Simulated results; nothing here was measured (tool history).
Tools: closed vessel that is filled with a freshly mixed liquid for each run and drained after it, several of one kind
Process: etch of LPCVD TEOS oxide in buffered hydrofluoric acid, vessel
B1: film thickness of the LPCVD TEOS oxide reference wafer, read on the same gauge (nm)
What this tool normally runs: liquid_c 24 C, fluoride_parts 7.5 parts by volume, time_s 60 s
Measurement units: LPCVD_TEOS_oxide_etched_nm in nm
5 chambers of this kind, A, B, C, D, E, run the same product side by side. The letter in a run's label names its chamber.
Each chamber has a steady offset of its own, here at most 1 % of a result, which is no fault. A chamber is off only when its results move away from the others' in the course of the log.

{"run": "1D", "hour": 7.1, "liquid_c": 24, "fluoride_parts": 7.5, "time_s": 60, "B1": 99.985, "LPCVD_TEOS_oxide_etched_nm": 280.78}
{"hour": 12.8, "done": "chamber A: hydrofluoric acid flow meter replaced"}
{"run": "2C", "hour": 14.3, "liquid_c": 24, "fluoride_parts": 7.5, "time_s": 60, "B1": 99.985, "LPCVD_TEOS_oxide_etched_nm": 283.75}
{"run": "3E", "hour": 22.1, "liquid_c": 24, "fluoride_parts": 7.5, "time_s": 60, "B1": 99.978, "LPCVD_TEOS_oxide_etched_nm": 279.22}
{"run": "4A", "hour": 28.8, "liquid_c": 24, "fluoride_parts": 7.5, "time_s": 60, "B1": 99.986, "LPCVD_TEOS_oxide_etched_nm": 281.14}
{"run": "5B", "hour": 34.9, "liquid_c": 24, "fluoride_parts": 7.5, "time_s": 60, "B1": 100.02, "LPCVD_TEOS_oxide_etched_nm": 286.91}
{"run": "6D", "hour": 45.6, "liquid_c": 24, "fluoride_parts": 7.5, "time_s": 60, "B1": 100.01, "LPCVD_TEOS_oxide_etched_nm": 278.84}
{"run": "7C", "hour": 55.7, "liquid_c": 24, "fluoride_parts": 7.5, "time_s": 60, "B1": 99.992, "LPCVD_TEOS_oxide_etched_nm": 279.28}
{"run": "8A", "hour": 65.5, "liquid_c": 24, "fluoride_parts": 7.5, "time_s": 60, "B1": 100.02, "LPCVD_TEOS_oxide_etched_nm": 282.34}
{"run": "9E", "hour": 75.4, "liquid_c": 24, "fluoride_parts": 7.5, "time_s": 60, "B1": 99.975, "LPCVD_TEOS_oxide_etched_nm": 280.09}
{"run": "10B", "hour": 85.1, "liquid_c": 24, "fluoride_parts": 7.5, "time_s": 60, "B1": 100.01, "LPCVD_TEOS_oxide_etched_nm": 286.91}
{"run": "11B", "hour": 95.0, "liquid_c": 24, "fluoride_parts": 7.5, "time_s": 60, "B1": 99.988, "LPCVD_TEOS_oxide_etched_nm": 288.19}
{"run": "12E", "hour": 100.9, "liquid_c": 24, "fluoride_parts": 7.5, "time_s": 60, "B1": 99.975, "LPCVD_TEOS_oxide_etched_nm": 279.2}
{"run": "13C", "hour": 109.7, "liquid_c": 24, "fluoride_parts": 7.5, "time_s": 60, "B1": 99.999, "LPCVD_TEOS_oxide_etched_nm": 285.14}
{"run": "14D", "hour": 115.2, "liquid_c": 24, "fluoride_parts": 7.5, "time_s": 50, "B1": 100, "LPCVD_TEOS_oxide_etched_nm": 233.5}
{"run": "15A", "hour": 125.7, "liquid_c": 24, "fluoride_parts": 7.5, "time_s": 50, "B1": 99.999, "LPCVD_TEOS_oxide_etched_nm": 235.45}
{"run": "16D", "hour": 134.8, "liquid_c": 24, "fluoride_parts": 7.5, "time_s": 50, "B1": 100, "LPCVD_TEOS_oxide_etched_nm": 236.5}
{"run": "17E", "hour": 145.7, "liquid_c": 24, "fluoride_parts": 7.5, "time_s": 50, "B1": 99.995, "LPCVD_TEOS_oxide_etched_nm": 231.64}
{"hour": 152.5, "done": "chamber C: hydrofluoric acid flow meter replaced"}
{"run": "18B", "hour": 156.4, "liquid_c": 24, "fluoride_parts": 7.5, "time_s": 50, "B1": 100.03, "LPCVD_TEOS_oxide_etched_nm": 245.98}
{"run": "19A", "hour": 163.9, "liquid_c": 24, "fluoride_parts": 7.5, "time_s": 60, "B1": 99.987, "LPCVD_TEOS_oxide_etched_nm": 276.37}
{"run": "20C", "hour": 170.7, "liquid_c": 24, "fluoride_parts": 7.5, "time_s": 60, "B1": 99.984, "LPCVD_TEOS_oxide_etched_nm": 282.89}
{"run": "21A", "hour": 175.9, "liquid_c": 24, "fluoride_parts": 7.5, "time_s": 60, "B1": 99.995, "LPCVD_TEOS_oxide_etched_nm": 280.88}
{"run": "22E", "hour": 182.8, "liquid_c": 24, "fluoride_parts": 7.5, "time_s": 60, "B1": 100.02, "LPCVD_TEOS_oxide_etched_nm": 282.14}
{"run": "23B", "hour": 192.5, "liquid_c": 24, "fluoride_parts": 7.5, "time_s": 60, "B1": 100.02, "LPCVD_TEOS_oxide_etched_nm": 297.38}
{"run": "24D", "hour": 198.3, "liquid_c": 24, "fluoride_parts": 7.5, "time_s": 60, "B1": 99.999, "LPCVD_TEOS_oxide_etched_nm": 275.43}
{"run": "25C", "hour": 208.7, "liquid_c": 24, "fluoride_parts": 5, "time_s": 85, "B1": 100, "LPCVD_TEOS_oxide_etched_nm": 568.14}
{"run": "26D", "hour": 215.3, "liquid_c": 24, "fluoride_parts": 5, "time_s": 85, "B1": 100.02, "LPCVD_TEOS_oxide_etched_nm": 579.34}
{"run": "27E", "hour": 225.0, "liquid_c": 24, "fluoride_parts": 5, "time_s": 85, "B1": 100.01, "LPCVD_TEOS_oxide_etched_nm": 569.87}
{"run": "28C", "hour": 230.4, "liquid_c": 24, "fluoride_parts": 5, "time_s": 85, "B1": 99.991, "LPCVD_TEOS_oxide_etched_nm": 576.47}
{"run": "29A", "hour": 236.7, "liquid_c": 24, "fluoride_parts": 5, "time_s": 85, "B1": 99.993, "LPCVD_TEOS_oxide_etched_nm": 576.49}
{"run": "30B", "hour": 247.4, "liquid_c": 24, "fluoride_parts": 7.5, "time_s": 60, "B1": 99.965, "LPCVD_TEOS_oxide_etched_nm": 302.04}
{"run": "31E", "hour": 253.4, "liquid_c": 24, "fluoride_parts": 7.5, "time_s": 60, "B1": 100.01, "LPCVD_TEOS_oxide_etched_nm": 276.98}
{"run": "32A", "hour": 260.0, "liquid_c": 24, "fluoride_parts": 7.5, "time_s": 60, "B1": 100, "LPCVD_TEOS_oxide_etched_nm": 282.26}
{"run": "33B", "hour": 266.9, "liquid_c": 24, "fluoride_parts": 7.5, "time_s": 60, "B1": 99.986, "LPCVD_TEOS_oxide_etched_nm": 301.61}
{"run": "34D", "hour": 273.2, "liquid_c": 24, "fluoride_parts": 7.5, "time_s": 60, "B1": 99.984, "LPCVD_TEOS_oxide_etched_nm": 284.55}
{"run": "35C", "hour": 279.6, "liquid_c": 24, "fluoride_parts": 7.5, "time_s": 60, "B1": 100.01, "LPCVD_TEOS_oxide_etched_nm": 281.24}
{"run": "36A", "hour": 290.3, "liquid_c": 24, "fluoride_parts": 7.5, "time_s": 60, "B1": 100.01, "LPCVD_TEOS_oxide_etched_nm": 279.35}
{"run": "37C", "hour": 299.3, "liquid_c": 24, "fluoride_parts": 7.5, "time_s": 60, "B1": 99.999, "LPCVD_TEOS_oxide_etched_nm": 283.83}
{"hour": 301.3, "done": "chamber D: thermometer replaced"}
{"run": "38B", "hour": 305.2, "liquid_c": 24, "fluoride_parts": 7.5, "time_s": 60, "B1": 100.01, "LPCVD_TEOS_oxide_etched_nm": 310.71}
{"run": "39E", "hour": 315.2, "liquid_c": 24, "fluoride_parts": 7.5, "time_s": 60, "B1": 99.973, "LPCVD_TEOS_oxide_etched_nm": 280.16}
{"run": "40D", "hour": 324.8, "liquid_c": 24, "fluoride_parts": 7.5, "time_s": 60, "B1": 99.965, "LPCVD_TEOS_oxide_etched_nm": 279.66}
{"run": "41A", "hour": 332.2, "liquid_c": 24, "fluoride_parts": 7.5, "time_s": 60, "B1": 100.01, "LPCVD_TEOS_oxide_etched_nm": 279.58}

All chambers now run identical settings, listed one chamber a line with results as question marks. What results will each chamber show?
{"run": "42A", "hour": 340.2, "liquid_c": 24, "fluoride_parts": 7.5, "time_s": 60, "LPCVD_TEOS_oxide_etched_nm": "?"}
{"run": "42B", "hour": 340.2, "liquid_c": 24, "fluoride_parts": 7.5, "time_s": 60, "LPCVD_TEOS_oxide_etched_nm": "?"}
{"run": "42C", "hour": 340.2, "liquid_c": 24, "fluoride_parts": 7.5, "time_s": 60, "LPCVD_TEOS_oxide_etched_nm": "?"}
{"run": "42D", "hour": 340.2, "liquid_c": 24, "fluoride_parts": 7.5, "time_s": 60, "LPCVD_TEOS_oxide_etched_nm": "?"}
{"run": "42E", "hour": 340.2, "liquid_c": 24, "fluoride_parts": 7.5, "time_s": 60, "LPCVD_TEOS_oxide_etched_nm": "?"}

run=42A LPCVD_TEOS_oxide_etched_nm=282.66
run=42B LPCVD_TEOS_oxide_etched_nm=310.98
run=42C LPCVD_TEOS_oxide_etched_nm=282.65
run=42D LPCVD_TEOS_oxide_etched_nm=281.57
run=42E LPCVD_TEOS_oxide_etched_nm=282.33
